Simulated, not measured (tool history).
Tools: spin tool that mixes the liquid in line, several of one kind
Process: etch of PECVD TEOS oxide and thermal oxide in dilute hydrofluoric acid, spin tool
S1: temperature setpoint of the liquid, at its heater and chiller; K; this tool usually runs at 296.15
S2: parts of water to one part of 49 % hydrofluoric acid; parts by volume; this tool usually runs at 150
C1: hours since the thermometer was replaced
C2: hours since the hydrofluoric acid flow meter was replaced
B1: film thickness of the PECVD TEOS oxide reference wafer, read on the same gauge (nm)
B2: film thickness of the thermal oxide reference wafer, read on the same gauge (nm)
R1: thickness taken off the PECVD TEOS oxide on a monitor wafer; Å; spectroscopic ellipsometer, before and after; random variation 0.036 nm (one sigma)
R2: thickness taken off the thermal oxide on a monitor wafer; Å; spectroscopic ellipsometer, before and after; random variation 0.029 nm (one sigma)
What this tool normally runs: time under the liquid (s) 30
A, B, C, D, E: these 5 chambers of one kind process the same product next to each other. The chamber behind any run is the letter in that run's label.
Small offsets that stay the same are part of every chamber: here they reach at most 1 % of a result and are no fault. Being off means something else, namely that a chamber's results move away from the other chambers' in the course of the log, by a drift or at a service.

run 1C hour=13.3 | S1=296.15 S2=150 time_under_the_liquid_(s)=30 | C1=1312.9 C2=330.6 | B1=129.99 B2=130 | R1=51.578 R2=9.0288
run 2A hour=27.4 | S1=296.15 S2=150 time_under_the_liquid_(s)=30 | C1=680.1 C2=1029.8 | B1=129.99 B2=130 | R1=51.324 R2=8.5383
run 3E hour=40.5 | S1=296.15 S2=150 time_under_the_liquid_(s)=30 | C1=819 C2=534.3 | B1=129.99 B2=130 | R1=51.608 R2=8.7337
run 4D hour=46.8 | S1=296.15 S2=150 time_under_the_liquid_(s)=30 | C1=1811.8 C2=331.3 | B1=129.97 B2=130 | R1=50.959 R2=8.5728
run 5B hour=55.4 | S1=296.15 S2=150 time_under_the_liquid_(s)=30 | C1=312.9 C2=669.8 | B1=130 B2=130.02 | R1=51.291 R2=8.5766
run 6A hour=61.7 | S1=296.15 S2=185 time_under_the_liquid_(s)=35 | C1=714.4 C2=1064.1 | B1=129.98 B2=130.01 | R1=46.914 R2=8.0648
run 7D hour=76.1 | S1=296.15 S2=185 time_under_the_liquid_(s)=35 | C1=1841.1 C2=360.6 | B1=130.03 B2=130.02 | R1=47.567 R2=7.7296
run 8C hour=85.2 | S1=296.15 S2=185 time_under_the_liquid_(s)=35 | C1=1384.8 C2=402.5 | B1=130 B2=130.01 | R1=46.593 R2=7.734
run 9E hour=94.8 | S1=296.15 S2=185 time_under_the_liquid_(s)=35 | C1=873.3 C2=588.6 | B1=129.94 B2=129.99 | R1=46.768 R2=7.9579
run 10B hour=102.7 | S1=296.15 S2=185 time_under_the_liquid_(s)=35 | C1=360.2 C2=717.1 | B1=129.97 B2=130.03 | R1=46.554 R2=8.0196
run 11B hour=111.2 | S1=296.15 S2=150 time_under_the_liquid_(s)=30 | C1=368.7 C2=725.6 | B1=130.01 B2=129.98 | R1=51.645 R2=8.5364
run 12C hour=117.7 | S1=296.15 S2=150 time_under_the_liquid_(s)=30 | C1=1417.3 C2=435 | B1=130.01 B2=130 | R1=51.374 R2=8.6575
run 13D hour=127.2 | S1=296.15 S2=150 time_under_the_liquid_(s)=30 | C1=1892.2 C2=411.7 | B1=130.01 B2=130.02 | R1=51.386 R2=8.5774
run 14A hour=140.2 | S1=296.15 S2=150 time_under_the_liquid_(s)=30 | C1=792.9 C2=1142.6 | B1=129.99 B2=130 | R1=51.837 R2=7.9165
run 15E hour=150.9 | S1=296.15 S2=150 time_under_the_liquid_(s)=30 | C1=929.4 C2=644.7 | B1=130.01 B2=130 | R1=51.655 R2=8.4035
run 16B hour=161.8 | S1=296.15 S2=150 time_under_the_liquid_(s)=30 | C1=419.3 C2=776.2 | B1=130.01 B2=129.99 | R1=51.29 R2=8.9736
run 17D hour=168.3 | S1=296.15 S2=150 time_under_the_liquid_(s)=30 | C1=1933.3 C2=452.8 | B1=130 B2=130.01 | R1=51.788 R2=8.2487
run 18A hour=182.1 | S1=296.15 S2=150 time_under_the_liquid_(s)=30 | C1=834.8 C2=1184.5 | B1=130.01 B2=130 | R1=51.441 R2=8.4535
run 19E hour=195.6 | S1=296.15 S2=150 time_under_the_liquid_(s)=30 | C1=974.1 C2=689.4 | B1=130.03 B2=130 | R1=51.229 R2=8.4464
-- hour=197.3 chamber A: thermometer replaced
run 20C hour=202.6 | S1=296.15 S2=150 time_under_the_liquid_(s)=30 | C1=1502.2 C2=519.9 | B1=130 B2=130 | R1=51.215 R2=8.7275
run 21C hour=215.8 | S1=296.15 S2=150 time_under_the_liquid_(s)=30 | C1=1515.4 C2=533.1 | B1=129.96 B2=129.99 | R1=51.257 R2=9.2759
-- hour=221.4 chamber E: thermometer replaced
run 22B hour=230 | S1=296.15 S2=150 time_under_the_liquid_(s)=15 | C1=487.5 C2=844.4 | B1=129.97 B2=130.02 | R1=25.757 R2=4.1589
run 23D hour=237.2 | S1=296.15 S2=150 time_under_the_liquid_(s)=15 | C1=2002.2 C2=521.7 | B1=130 B2=130.02 | R1=25.852 R2=4.2618
run 24E hour=247.4 | S1=296.15 S2=150 time_under_the_liquid_(s)=15 | C1=26 C2=741.2 | B1=130 B2=130 | R1=25.964 R2=4.4574
run 25A hour=256.4 | S1=296.15 S2=150 time_under_the_liquid_(s)=15 | C1=59.2 C2=1258.8 | B1=130.01 B2=129.99 | R1=25.819 R2=4.0375
run 26B hour=269 | S1=296.15 S2=150 time_under_the_liquid_(s)=15 | C1=526.5 C2=883.4 | B1=130.04 B2=130.01 | R1=25.744 R2=4.2572
run 27A hour=276.5 | S1=296.15 S2=150 time_under_the_liquid_(s)=30 | C1=79.3 C2=1278.9 | B1=130 B2=130.01 | R1=51.825 R2=8.4592
run 28E hour=289.6 | S1=296.15 S2=150 time_under_the_liquid_(s)=30 | C1=68.2 C2=783.4 | B1=129.96 B2=130.01 | R1=51.897 R2=8.2177
run 29D hour=301.2 | S1=296.15 S2=150 time_under_the_liquid_(s)=30 | C1=2066.2 C2=585.7 | B1=129.96 B2=129.99 | R1=51.175 R2=8.4284
run 30C hour=309.7 | S1=296.15 S2=150 time_under_the_liquid_(s)=30 | C1=1609.3 C2=627 | B1=129.97 B2=130.01 | R1=51.749 R2=8.5498
run 31A hour=318.6 | S1=296.15 S2=150 time_under_the_liquid_(s)=30 | C1=121.4 C2=1321 | B1=129.99 B2=130.02 | R1=51.303 R2=8.8154
run 32B hour=332.2 | S1=296.15 S2=150 time_under_the_liquid_(s)=30 | C1=589.7 C2=946.6 | B1=129.99 B2=129.99 | R1=51.889 R2=8.4084
run 33C hour=339.6 | S1=296.15 S2=185 time_under_the_liquid_(s)=30 | C1=1639.2 C2=656.9 | B1=129.97 B2=129.99 | R1=40.201 R2=6.8872
run 34D hour=351.7 | S1=296.15 S2=185 time_under_the_liquid_(s)=30 | C1=2116.7 C2=636.2 | B1=129.99 B2=129.99 | R1=40.142 R2=6.7449
run 35E hour=358.2 | S1=296.15 S2=185 time_under_the_liquid_(s)=30 | C1=136.8 C2=852 | B1=130.02 B2=130.02 | R1=40.141 R2=6.4284

Has any chamber moved away from the others, gradually or after a service, or does the common gauge drift, or do the chambers differ only by their own small steady offsets? State the chamber and the most likely cause if one applies.

No chamber is off and the gauge is stable; the differences are just each chamber's small, constant offset.

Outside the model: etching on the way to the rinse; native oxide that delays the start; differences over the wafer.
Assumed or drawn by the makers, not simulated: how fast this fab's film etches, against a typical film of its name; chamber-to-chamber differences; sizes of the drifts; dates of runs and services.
